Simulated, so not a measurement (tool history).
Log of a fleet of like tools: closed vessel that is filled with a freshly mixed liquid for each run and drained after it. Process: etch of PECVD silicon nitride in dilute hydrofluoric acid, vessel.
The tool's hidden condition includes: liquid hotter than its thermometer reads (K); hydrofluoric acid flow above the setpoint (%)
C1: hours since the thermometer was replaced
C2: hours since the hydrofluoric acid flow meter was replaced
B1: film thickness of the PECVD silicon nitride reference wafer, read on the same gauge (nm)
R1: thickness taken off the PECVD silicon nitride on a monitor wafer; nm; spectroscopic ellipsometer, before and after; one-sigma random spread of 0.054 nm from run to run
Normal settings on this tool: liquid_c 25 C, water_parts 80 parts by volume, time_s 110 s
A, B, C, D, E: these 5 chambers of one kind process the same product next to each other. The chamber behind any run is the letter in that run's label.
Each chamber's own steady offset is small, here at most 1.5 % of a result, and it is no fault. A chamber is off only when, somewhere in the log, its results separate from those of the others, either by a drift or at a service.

Run 1E, hour 4.4: usual settings; C1 429.3; C2 558.4; B1 130. Result: R1 6.176 nm.
Run 2D, hour 10.6: usual settings; C1 1530.7; C2 465.4; B1 130. Result: R1 6.0844 nm.
Run 3C, hour 18.5: usual settings; C1 2051.3; C2 388.3; B1 130. Result: R1 6.3059 nm.
Run 4A, hour 24.8: usual settings; C1 783.8; C2 973.7; B1 130. Result: R1 6.0707 nm.
Run 5B, hour 30.5: usual settings; C1 346.1; C2 185.4; B1 129.99. Result: R1 6.0869 nm.
Run 6A, hour 36.5: usual settings; C1 795.5; C2 985.4; B1 130.02. Result: R1 6.0914 nm.
Run 7D, hour 43.8: usual settings; C1 1563.9; C2 498.6; B1 130. Result: R1 6.0803 nm.
Run 8B, hour 51.1: usual settings; C1 366.7; C2 206; B1 130. Result: R1 6.205 nm.
Run 9C, hour 58.5: usual settings; C1 2091.3; C2 428.3; B1 130. Result: R1 6.1999 nm.
Run 10E, hour 63.8: usual settings; C1 488.7; C2 617.8; B1 129.98. Result: R1 6.1177 nm.
Run 11E, hour 69.2: usual settings; C1 494.1; C2 623.2; B1 130.01. Result: R1 6.1003 nm.
Run 12C, hour 73.3: usual settings; C1 2106.1; C2 443.1; B1 129.99. Result: R1 6.2453 nm.
Run 13B, hour 77.1: usual settings; C1 392.7; C2 232; B1 129.99. Result: R1 6.0665 nm.
Run 14A, hour 83.5: usual settings; C1 842.5; C2 1032.4; B1 130.01. Result: R1 6.1506 nm.
Run 15D, hour 87.5: usual settings but water_parts 40 parts by volume; C1 1607.6; C2 542.3; B1 130. Result: R1 12.038 nm.
Run 16A, hour 91.6: usual settings but water_parts 40 parts by volume; C1 850.6; C2 1040.5; B1 129.99. Result: R1 11.963 nm.
Run 17B, hour 97.4: usual settings but water_parts 40 parts by volume; C1 413; C2 252.3; B1 130.01. Result: R1 12.36 nm.
Run 18E, hour 105.3: usual settings but water_parts 40 parts by volume; C1 530.2; C2 659.3; B1 130. Result: R1 12.262 nm.
Run 19C, hour 110.7: usual settings but water_parts 40 parts by volume; C1 2143.5; C2 480.5; B1 130. Result: R1 12.405 nm.
At hour 113.1: chamber D: thermometer replaced.
Run 20D, hour 115.9: usual settings; C1 2.9; C2 570.7; B1 130.01. Result: R1 6.0762 nm.
Run 21E, hour 121.7: usual settings; C1 546.6; C2 675.7; B1 129.98. Result: R1 6.273 nm.
Run 22D, hour 127.5: usual settings; C1 14.5; C2 582.3; B1 130. Result: R1 6.1924 nm.
At hour 129.8: chamber D: hydrofluoric acid flow meter replaced.
Run 23A, hour 132.8: usual settings; C1 891.8; C2 1081.7; B1 130.01. Result: R1 6.2495 nm.
Run 24B, hour 136.9: usual settings; C1 452.5; C2 291.8; B1 130.01. Result: R1 6.197 nm.
Run 25C, hour 143: usual settings but liquid_c 30 C, time_s 145 s; C1 2175.8; C2 512.8; B1 130. Result: R1 11.373 nm.
Run 26D, hour 149.5: usual settings but liquid_c 30 C, time_s 145 s; C1 36.5; C2 19.8; B1 130.01. Result: R1 11.06 nm.
Run 27C, hour 153.4: usual settings but liquid_c 30 C, time_s 145 s; C1 2186.2; C2 523.2; B1 129.99. Result: R1 11.257 nm.
Run 28A, hour 157.7: usual settings but liquid_c 30 C, time_s 145 s; C1 916.7; C2 1106.6; B1 130.02. Result: R1 11.279 nm.
Run 29E, hour 163.6: usual settings but liquid_c 30 C, time_s 145 s; C1 588.5; C2 717.6; B1 129.98. Result: R1 11.255 nm.
Run 30B, hour 170: usual settings; C1 485.6; C2 324.9; B1 130.01. Result: R1 6.187 nm.
Run 31A, hour 174.5: usual settings; C1 933.5; C2 1123.4; B1 130. Result: R1 6.3236 nm.
Run 32D, hour 179.6: usual settings but time_s 55 s; C1 66.6; C2 49.9; B1 129.99. Result: R1 3.0633 nm.
At hour 184.9: chamber E: thermometer replaced.
Run 33E, hour 186.5: usual settings but time_s 55 s; C1 1.6; C2 740.5; B1 130. Result: R1 3.1179 nm.
Run 34C, hour 193.8: usual settings but time_s 55 s; C1 2226.6; C2 563.6; B1 129.99. Result: R1 3.114 nm.
Run 35B, hour 199.6: usual settings but time_s 55 s; C1 515.2; C2 354.5; B1 129.99. Result: R1 3.1195 nm.
Run 36A, hour 203.6: usual settings but time_s 55 s; C1 962.6; C2 1152.5; B1 130. Result: R1 3.2382 nm.
Run 37D, hour 211.1: usual settings; C1 98.1; C2 81.4; B1 129.99. Result: R1 6.0992 nm.
Run 38B, hour 218: usual settings; C1 533.6; C2 372.9; B1 130.02. Result: R1 6.2114 nm.
Run 39E, hour 221.7: usual settings but water_parts 105 parts by volume; C1 36.8; C2 775.7; B1 129.99. Result: R1 4.6914 nm.
Run 40C, hour 229.4: usual settings but water_parts 105 parts by volume; C1 2262.2; C2 599.2; B1 130.03. Result: R1 4.8194 nm.

All 5 chambers run these settings next. Forecast each chamber's results:
Run 41A, hour 235.1: usual settings. Result: R1 ?.
Run 41B, hour 235.1: usual settings. Result: R1 ?.
Run 41C, hour 235.1: usual settings. Result: R1 ?.
Run 41D, hour 235.1: usual settings. Result: R1 ?.
Run 41E, hour 235.1: usual settings. Result: R1 ?.

run      R1
41A  6.5049
41B  6.1736
41C  6.1848
41D  6.0865
41E  6.1615
